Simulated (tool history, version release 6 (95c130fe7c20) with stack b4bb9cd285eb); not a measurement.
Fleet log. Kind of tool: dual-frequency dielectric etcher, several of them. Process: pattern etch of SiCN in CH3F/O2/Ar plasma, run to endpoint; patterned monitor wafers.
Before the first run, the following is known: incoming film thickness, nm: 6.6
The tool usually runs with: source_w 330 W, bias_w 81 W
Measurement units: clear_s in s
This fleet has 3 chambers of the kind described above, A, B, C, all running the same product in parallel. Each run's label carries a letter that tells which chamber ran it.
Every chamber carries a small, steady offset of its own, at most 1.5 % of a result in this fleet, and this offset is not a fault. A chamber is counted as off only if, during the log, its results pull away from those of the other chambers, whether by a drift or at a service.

run,hour,source_w,bias_w,hours since the last wet clean,hours since the last source power generator calibration,hours since the last bias power generator calibration,clear_s
# hour 4.9: chamber A: bias power generator calibrated
1A,7.4,330,81,278.2,1087.4,2.6,18.335
2C,15.2,330,81,47.1,1688.8,234.6,18.077
3B,29.5,330,81,487.5,691.8,2467.1,18.403
4C,38.2,330,81,70.1,1711.8,257.6,18.093
5B,47.9,330,81,505.9,710.2,2485.5,18.391
6A,63.4,330,81,334.2,1143.4,58.6,18.308
7B,71.4,330,81,529.4,733.7,2509,18.411
8C,86.7,400,65,118.6,1760.3,306.1,18.272
# hour 98.2: chamber B: wet clean of the chamber
9A,101.5,400,65,372.3,1181.5,96.7,18.398
10A,113.1,400,65,383.9,1193.1,108.3,18.387
11C,125.7,410,74,157.6,1799.3,345.1,17.326
12B,136.5,410,74,38.3,798.8,2574.1,17.517
13A,146.4,410,74,417.2,1226.4,141.6,17.396
14B,157.9,330,81,59.7,820.2,2595.5,18.361
15C,172.5,330,81,204.4,1846.1,391.9,18.053
16A,188.5,380,100,459.3,1268.5,183.7,15.91
17C,195.5,380,100,227.4,1869.1,414.9,15.939
18B,210.6,380,100,112.4,872.9,2648.2,16.044
19B,219.5,330,81,121.3,881.8,2657.1,18.346
20A,227.3,330,81,498.1,1307.3,222.5,18.28
21C,237.6,330,81,269.5,1911.2,457,18.13
22B,244.6,330,81,146.4,906.9,2682.2,18.246
23A,254.7,380,81,525.5,1334.7,249.9,17.181
24C,269.1,380,81,301,1942.7,488.5,17.129
25B,280,380,81,181.8,942.3,2717.6,17.398
26A,287.7,330,81,558.5,1367.7,282.9,18.257
27C,296.3,330,81,328.2,1969.9,515.7,18.129
28B,310.3,330,81,212.1,972.6,2747.9,18.358
# hour 316.5: chamber A: wet clean of the chamber
29C,321.1,250,99,353,1994.7,540.5,18.692
30A,333.9,250,99,17.5,1413.9,329.1,18.727
31B,347.6,250,99,249.4,1009.9,2785.2,18.825
32C,362.1,330,81,394,2035.7,581.5,18.222
# hour 362.4: chamber C: wet clean of the chamber
33A,370.1,330,81,53.7,1450.1,365.3,18.256
34B,385.7,330,81,287.5,1048,2823.3,18.194
35A,393,330,81,76.6,1473,388.2,18.15
36C,403.8,290,73,41.4,2077.4,623.2,19.703
37B,416.5,290,73,318.3,1078.8,2854.1,19.923
38A,428.1,290,73,111.7,1508.1,423.3,19.931
39C,440.9,330,81,78.5,2114.5,660.3,18.041
40C,450.5,360,87,88.1,2124.1,669.9,17.075
41A,458.2,360,87,141.8,1538.2,453.4,17.284
42B,470.4,360,87,372.2,1132.7,2908,17.286
43C,478.2,260,96,115.8,2151.8,697.6,18.594

The same settings go to every chamber for the next run, one line per chamber below. Forecast the results for each:
44A,489.7,380,81,,,,?
44B,489.7,380,81,,,,?
44C,489.7,380,81,,,,?

run,clear_s
44A,17.245
44B,17.444
44C,17.118

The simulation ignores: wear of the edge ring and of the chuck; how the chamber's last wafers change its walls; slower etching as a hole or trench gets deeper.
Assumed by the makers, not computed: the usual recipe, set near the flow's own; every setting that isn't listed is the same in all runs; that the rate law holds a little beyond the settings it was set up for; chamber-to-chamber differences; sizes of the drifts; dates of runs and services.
